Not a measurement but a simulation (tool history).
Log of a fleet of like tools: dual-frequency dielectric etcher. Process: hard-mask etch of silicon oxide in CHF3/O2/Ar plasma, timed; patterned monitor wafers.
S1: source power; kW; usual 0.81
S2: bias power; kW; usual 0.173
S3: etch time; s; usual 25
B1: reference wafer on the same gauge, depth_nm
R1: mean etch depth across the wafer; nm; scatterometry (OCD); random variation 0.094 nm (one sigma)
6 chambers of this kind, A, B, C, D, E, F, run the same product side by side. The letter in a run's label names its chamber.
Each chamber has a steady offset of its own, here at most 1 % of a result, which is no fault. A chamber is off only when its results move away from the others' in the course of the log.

run 1C day=0.192 | S1=0.81 S2=0.173 S3=25 | B1=57.165 | R1=54.622
run 2F day=0.329 | S1=0.81 S2=0.173 S3=25 | B1=57.194 | R1=55.086
run 3D day=0.517 | S1=0.81 S2=0.173 S3=25 | B1=57.175 | R1=55.235
run 4A day=0.671 | S1=0.81 S2=0.173 S3=25 | B1=57.16 | R1=54.825
run 5E day=0.779 | S1=0.81 S2=0.173 S3=25 | B1=57.169 | R1=54.707
run 6B day=0.933 | S1=0.81 S2=0.173 S3=25 | B1=57.131 | R1=54.392
run 7F day=1.117 | S1=0.81 S2=0.173 S3=25 | B1=57.125 | R1=55.153
run 8C day=1.225 | S1=0.81 S2=0.173 S3=25 | B1=57.103 | R1=54.475
run 9A day=1.371 | S1=0.81 S2=0.173 S3=25 | B1=57.075 | R1=54.8
run 10B day=1.538 | S1=0.81 S2=0.173 S3=25 | B1=57.097 | R1=54.285
run 11D day=1.671 | S1=0.81 S2=0.173 S3=25 | B1=57.097 | R1=54.984
run 12E day=1.804 | S1=0.81 S2=0.173 S3=25 | B1=57.065 | R1=54.663
run 13C day=1.992 | S1=0.81 S2=0.173 S3=25 | B1=57.082 | R1=54.618
run 14E day=2.092 | S1=0.81 S2=0.15 S3=25 | B1=57.051 | R1=52.06
run 15F day=2.279 | S1=0.81 S2=0.15 S3=25 | B1=57.055 | R1=52.432
run 16D day=2.454 | S1=0.81 S2=0.15 S3=25 | B1=57.021 | R1=52.352
run 17B day=2.596 | S1=0.81 S2=0.15 S3=25 | B1=57.024 | R1=51.629
run 18A day=2.683 | S1=0.81 S2=0.15 S3=25 | B1=57.033 | R1=52.233
run 19C day=2.8 | S1=0.81 S2=0.15 S3=25 | B1=57.036 | R1=51.982
run 20B day=2.962 | S1=0.81 S2=0.173 S3=25 | B1=57.04 | R1=53.99
run 21F day=3.154 | S1=0.81 S2=0.173 S3=25 | B1=57.025 | R1=54.85
run 22A day=3.333 | S1=0.81 S2=0.173 S3=25 | B1=56.987 | R1=54.783
run 23E day=3.438 | S1=0.81 S2=0.173 S3=25 | B1=56.956 | R1=54.561
run 24D day=3.554 | S1=0.81 S2=0.173 S3=25 | B1=56.944 | R1=54.748
run 25E day=3.742 | S1=0.81 S2=0.173 S3=25 | B1=56.961 | R1=54.292
run 26D day=3.833 | S1=0.81 S2=0.173 S3=25 | B1=56.955 | R1=54.807
run 27C day=3.946 | S1=0.81 S2=0.173 S3=25 | B1=56.949 | R1=54.431
-- day=3.971 chamber A: wet clean of the chamber
run 28A day=4.108 | S1=0.81 S2=0.173 S3=25 | B1=56.945 | R1=54.772
-- day=4.208 chamber D: wet clean of the chamber
run 29B day=4.292 | S1=0.81 S2=0.173 S3=25 | B1=56.943 | R1=54.301
run 30F day=4.383 | S1=0.81 S2=0.173 S3=25 | B1=56.912 | R1=54.811
run 31B day=4.571 | S1=0.81 S2=0.173 S3=25 | B1=56.905 | R1=53.992
run 32E day=4.679 | S1=0.81 S2=0.173 S3=25 | B1=56.896 | R1=54.401
run 33D day=4.846 | S1=0.81 S2=0.173 S3=25 | B1=56.889 | R1=54.737
run 34F day=5.012 | S1=0.81 S2=0.173 S3=25 | B1=56.857 | R1=54.636
run 35C day=5.183 | S1=0.81 S2=0.173 S3=25 | B1=56.848 | R1=54.22
run 36A day=5.312 | S1=0.81 S2=0.173 S3=25 | B1=56.854 | R1=54.56
run 37B day=5.471 | S1=0.99 S2=0.173 S3=25 | B1=56.83 | R1=58.336
run 38E day=5.604 | S1=0.99 S2=0.173 S3=25 | B1=56.835 | R1=58.814
run 39D day=5.771 | S1=0.99 S2=0.173 S3=25 | B1=56.803 | R1=58.979
run 40F day=5.942 | S1=0.99 S2=0.173 S3=25 | B1=56.816 | R1=58.993

Next, every chamber runs the same settings. What will each give?
run 41A day=6.083 | S1=0.81 S2=0.173 S3=25 | R1=?
run 41B day=6.083 | S1=0.81 S2=0.173 S3=25 | R1=?
run 41C day=6.083 | S1=0.81 S2=0.173 S3=25 | R1=?
run 41D day=6.083 | S1=0.81 S2=0.173 S3=25 | R1=?
run 41E day=6.083 | S1=0.81 S2=0.173 S3=25 | R1=?
run 41F day=6.083 | S1=0.81 S2=0.173 S3=25 | R1=?

run=41A R1=54.627
run=41B R1=53.991
run=41C R1=54.227
run=41D R1=54.645
run=41E R1=54.351
run=41F R1=54.673
